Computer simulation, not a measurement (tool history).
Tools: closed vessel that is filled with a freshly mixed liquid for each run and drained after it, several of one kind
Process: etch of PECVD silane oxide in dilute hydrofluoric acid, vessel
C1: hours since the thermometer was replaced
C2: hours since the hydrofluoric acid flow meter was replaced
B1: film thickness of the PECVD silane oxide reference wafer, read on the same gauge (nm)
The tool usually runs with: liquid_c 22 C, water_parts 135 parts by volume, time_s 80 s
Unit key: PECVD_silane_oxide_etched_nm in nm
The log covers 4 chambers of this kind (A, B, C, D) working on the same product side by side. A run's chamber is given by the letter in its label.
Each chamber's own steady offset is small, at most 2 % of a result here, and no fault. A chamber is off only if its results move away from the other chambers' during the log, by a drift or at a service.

{"run": "1B", "hour": 9.3, "liquid_c": 22, "water_parts": 135, "time_s": 80, "C1": 899.6, "C2": 118.1, "B1": 70.042, "PECVD_silane_oxide_etched_nm": 14.799}
{"run": "2A", "hour": 19.0, "liquid_c": 22, "water_parts": 135, "time_s": 80, "C1": 35.1, "C2": 217.3, "B1": 69.961, "PECVD_silane_oxide_etched_nm": 14.592}
{"run": "3C", "hour": 26.7, "liquid_c": 22, "water_parts": 135, "time_s": 80, "C1": 1364, "C2": 910.6, "B1": 70.02, "PECVD_silane_oxide_etched_nm": 14.914}
{"run": "4D", "hour": 32.1, "liquid_c": 22, "water_parts": 135, "time_s": 80, "C1": 716.9, "C2": 1211.6, "B1": 69.974, "PECVD_silane_oxide_etched_nm": 15.156}
{"run": "5C", "hour": 41.0, "liquid_c": 22, "water_parts": 135, "time_s": 80, "C1": 1378.3, "C2": 924.9, "B1": 70.01, "PECVD_silane_oxide_etched_nm": 15.063}
{"run": "6A", "hour": 50.5, "liquid_c": 22, "water_parts": 85, "time_s": 80, "C1": 66.6, "C2": 248.8, "B1": 69.977, "PECVD_silane_oxide_etched_nm": 24.787}
{"run": "7B", "hour": 59.7, "liquid_c": 22, "water_parts": 85, "time_s": 80, "C1": 950, "C2": 168.5, "B1": 70.059, "PECVD_silane_oxide_etched_nm": 24.908}
{"run": "8D", "hour": 66.4, "liquid_c": 22, "water_parts": 85, "time_s": 80, "C1": 751.2, "C2": 1245.9, "B1": 69.979, "PECVD_silane_oxide_etched_nm": 25.242}
{"run": "9D", "hour": 75.7, "liquid_c": 22, "water_parts": 85, "time_s": 80, "C1": 760.5, "C2": 1255.2, "B1": 69.941, "PECVD_silane_oxide_etched_nm": 25.055}
{"run": "10A", "hour": 84.4, "liquid_c": 22, "water_parts": 135, "time_s": 80, "C1": 100.5, "C2": 282.7, "B1": 69.94, "PECVD_silane_oxide_etched_nm": 14.928}
{"run": "11B", "hour": 89.8, "liquid_c": 22, "water_parts": 135, "time_s": 80, "C1": 980.1, "C2": 198.6, "B1": 70.039, "PECVD_silane_oxide_etched_nm": 15.016}
{"run": "12C", "hour": 99.2, "liquid_c": 22, "water_parts": 135, "time_s": 80, "C1": 1436.5, "C2": 983.1, "B1": 69.982, "PECVD_silane_oxide_etched_nm": 14.772}
{"run": "13B", "hour": 108.7, "liquid_c": 22, "water_parts": 135, "time_s": 80, "C1": 999, "C2": 217.5, "B1": 70.024, "PECVD_silane_oxide_etched_nm": 14.745}
{"run": "14C", "hour": 119.8, "liquid_c": 22, "water_parts": 135, "time_s": 80, "C1": 1457.1, "C2": 1003.7, "B1": 70.027, "PECVD_silane_oxide_etched_nm": 15.072}
{"run": "15A", "hour": 129.5, "liquid_c": 24, "water_parts": 180, "time_s": 80, "C1": 145.6, "C2": 327.8, "B1": 69.968, "PECVD_silane_oxide_etched_nm": 11.755}
{"run": "16D", "hour": 136.9, "liquid_c": 24, "water_parts": 180, "time_s": 80, "C1": 821.7, "C2": 1316.4, "B1": 69.995, "PECVD_silane_oxide_etched_nm": 11.284}
{"hour": 141.4, "done": "chamber B: thermometer replaced"}
{"run": "17D", "hour": 142.6, "liquid_c": 24, "water_parts": 180, "time_s": 80, "C1": 827.4, "C2": 1322.1, "B1": 69.988, "PECVD_silane_oxide_etched_nm": 11.513}
{"run": "18A", "hour": 148.5, "liquid_c": 24, "water_parts": 180, "time_s": 80, "C1": 164.6, "C2": 346.8, "B1": 69.992, "PECVD_silane_oxide_etched_nm": 11.799}
{"run": "19C", "hour": 154.2, "liquid_c": 22, "water_parts": 135, "time_s": 80, "C1": 1491.5, "C2": 1038.1, "B1": 70.021, "PECVD_silane_oxide_etched_nm": 14.951}
{"run": "20B", "hour": 159.2, "liquid_c": 22, "water_parts": 135, "time_s": 80, "C1": 17.8, "C2": 268, "B1": 69.96, "PECVD_silane_oxide_etched_nm": 15.064}
{"run": "21C", "hour": 167.1, "liquid_c": 27, "water_parts": 135, "time_s": 105, "C1": 1504.4, "C2": 1051, "B1": 70.033, "PECVD_silane_oxide_etched_nm": 23.652}
{"run": "22D", "hour": 176.7, "liquid_c": 27, "water_parts": 135, "time_s": 105, "C1": 861.5, "C2": 1356.2, "B1": 70.001, "PECVD_silane_oxide_etched_nm": 23.571}
{"run": "23A", "hour": 184.7, "liquid_c": 27, "water_parts": 135, "time_s": 105, "C1": 200.8, "C2": 383, "B1": 69.997, "PECVD_silane_oxide_etched_nm": 24.128}
{"run": "24B", "hour": 192.0, "liquid_c": 27, "water_parts": 135, "time_s": 105, "C1": 50.6, "C2": 300.8, "B1": 70.024, "PECVD_silane_oxide_etched_nm": 23.824}
{"hour": 193.0, "done": "chamber C: thermometer replaced"}
{"run": "25D", "hour": 201.0, "liquid_c": 22, "water_parts": 135, "time_s": 80, "C1": 885.8, "C2": 1380.5, "B1": 69.949, "PECVD_silane_oxide_etched_nm": 14.776}
{"run": "26C", "hour": 207.4, "liquid_c": 22, "water_parts": 135, "time_s": 80, "C1": 14.5, "C2": 1091.3, "B1": 70.007, "PECVD_silane_oxide_etched_nm": 14.759}
{"run": "27A", "hour": 218.3, "liquid_c": 22, "water_parts": 135, "time_s": 55, "C1": 234.4, "C2": 416.6, "B1": 70.025, "PECVD_silane_oxide_etched_nm": 10.734}
{"run": "28B", "hour": 227.3, "liquid_c": 22, "water_parts": 135, "time_s": 55, "C1": 85.9, "C2": 336.1, "B1": 69.972, "PECVD_silane_oxide_etched_nm": 10.171}
{"run": "29A", "hour": 237.8, "liquid_c": 22, "water_parts": 135, "time_s": 55, "C1": 253.9, "C2": 436.1, "B1": 70.008, "PECVD_silane_oxide_etched_nm": 10.927}
{"run": "30C", "hour": 247.0, "liquid_c": 22, "water_parts": 135, "time_s": 55, "C1": 54.1, "C2": 1130.9, "B1": 70.042, "PECVD_silane_oxide_etched_nm": 10.237}
{"run": "31D", "hour": 252.8, "liquid_c": 22, "water_parts": 135, "time_s": 80, "C1": 937.6, "C2": 1432.3, "B1": 70.033, "PECVD_silane_oxide_etched_nm": 14.977}
{"run": "32B", "hour": 260.5, "liquid_c": 22, "water_parts": 135, "time_s": 80, "C1": 119.1, "C2": 369.3, "B1": 70.026, "PECVD_silane_oxide_etched_nm": 14.903}
{"run": "33C", "hour": 270.6, "liquid_c": 22, "water_parts": 135, "time_s": 80, "C1": 77.7, "C2": 1154.5, "B1": 69.97, "PECVD_silane_oxide_etched_nm": 14.987}
{"run": "34B", "hour": 281.2, "liquid_c": 22, "water_parts": 135, "time_s": 80, "C1": 139.8, "C2": 390, "B1": 70.014, "PECVD_silane_oxide_etched_nm": 14.761}
{"run": "35D", "hour": 288.6, "liquid_c": 22, "water_parts": 135, "time_s": 80, "C1": 973.4, "C2": 1468.1, "B1": 69.983, "PECVD_silane_oxide_etched_nm": 15.13}
{"hour": 290.3, "done": "chamber D: thermometer replaced"}
{"run": "36A", "hour": 295.4, "liquid_c": 24, "water_parts": 135, "time_s": 50, "C1": 311.5, "C2": 493.7, "B1": 70.023, "PECVD_silane_oxide_etched_nm": 10.743}
{"run": "37A", "hour": 303.9, "liquid_c": 24, "water_parts": 135, "time_s": 50, "C1": 320, "C2": 502.2, "B1": 69.97, "PECVD_silane_oxide_etched_nm": 10.702}
{"run": "38C", "hour": 311.4, "liquid_c": 24, "water_parts": 135, "time_s": 50, "C1": 118.5, "C2": 1195.3, "B1": 70.009, "PECVD_silane_oxide_etched_nm": 10.106}
{"run": "39D", "hour": 322.0, "liquid_c": 24, "water_parts": 135, "time_s": 50, "C1": 31.8, "C2": 1501.5, "B1": 70.017, "PECVD_silane_oxide_etched_nm": 10.057}
{"hour": 329.2, "done": "chamber B: hydrofluoric acid flow meter replaced"}
{"run": "40B", "hour": 331.1, "liquid_c": 22, "water_parts": 135, "time_s": 80, "C1": 189.7, "C2": 2, "B1": 70.015, "PECVD_silane_oxide_etched_nm": 14.827}
{"run": "41B", "hour": 341.5, "liquid_c": 22, "water_parts": 135, "time_s": 80, "C1": 200.1, "C2": 12.4, "B1": 69.984, "PECVD_silane_oxide_etched_nm": 14.952}
{"run": "42C", "hour": 346.5, "liquid_c": 22, "water_parts": 135, "time_s": 80, "C1": 153.6, "C2": 1230.4, "B1": 69.97, "PECVD_silane_oxide_etched_nm": 14.899}
{"run": "43A", "hour": 356.7, "liquid_c": 22, "water_parts": 135, "time_s": 95, "C1": 372.8, "C2": 555, "B1": 69.996, "PECVD_silane_oxide_etched_nm": 19.509}
{"run": "44D", "hour": 365.7, "liquid_c": 22, "water_parts": 135, "time_s": 95, "C1": 75.5, "C2": 1545.2, "B1": 69.974, "PECVD_silane_oxide_etched_nm": 17.563}

Predict what each chamber gives when all 4 of them run the settings below next.
{"run": "45A", "hour": 373.9, "liquid_c": 23.5, "water_parts": 135, "time_s": 80, "PECVD_silane_oxide_etched_nm": "?"}
{"run": "45B", "hour": 373.9, "liquid_c": 23.5, "water_parts": 135, "time_s": 80, "PECVD_silane_oxide_etched_nm": "?"}
{"run": "45C", "hour": 373.9, "liquid_c": 23.5, "water_parts": 135, "time_s": 80, "PECVD_silane_oxide_etched_nm": "?"}
{"run": "45D", "hour": 373.9, "liquid_c": 23.5, "water_parts": 135, "time_s": 80, "PECVD_silane_oxide_etched_nm": "?"}

run=45A PECVD_silane_oxide_etched_nm=17.077
run=45B PECVD_silane_oxide_etched_nm=15.832
run=45C PECVD_silane_oxide_etched_nm=15.805
run=45D PECVD_silane_oxide_etched_nm=15.898
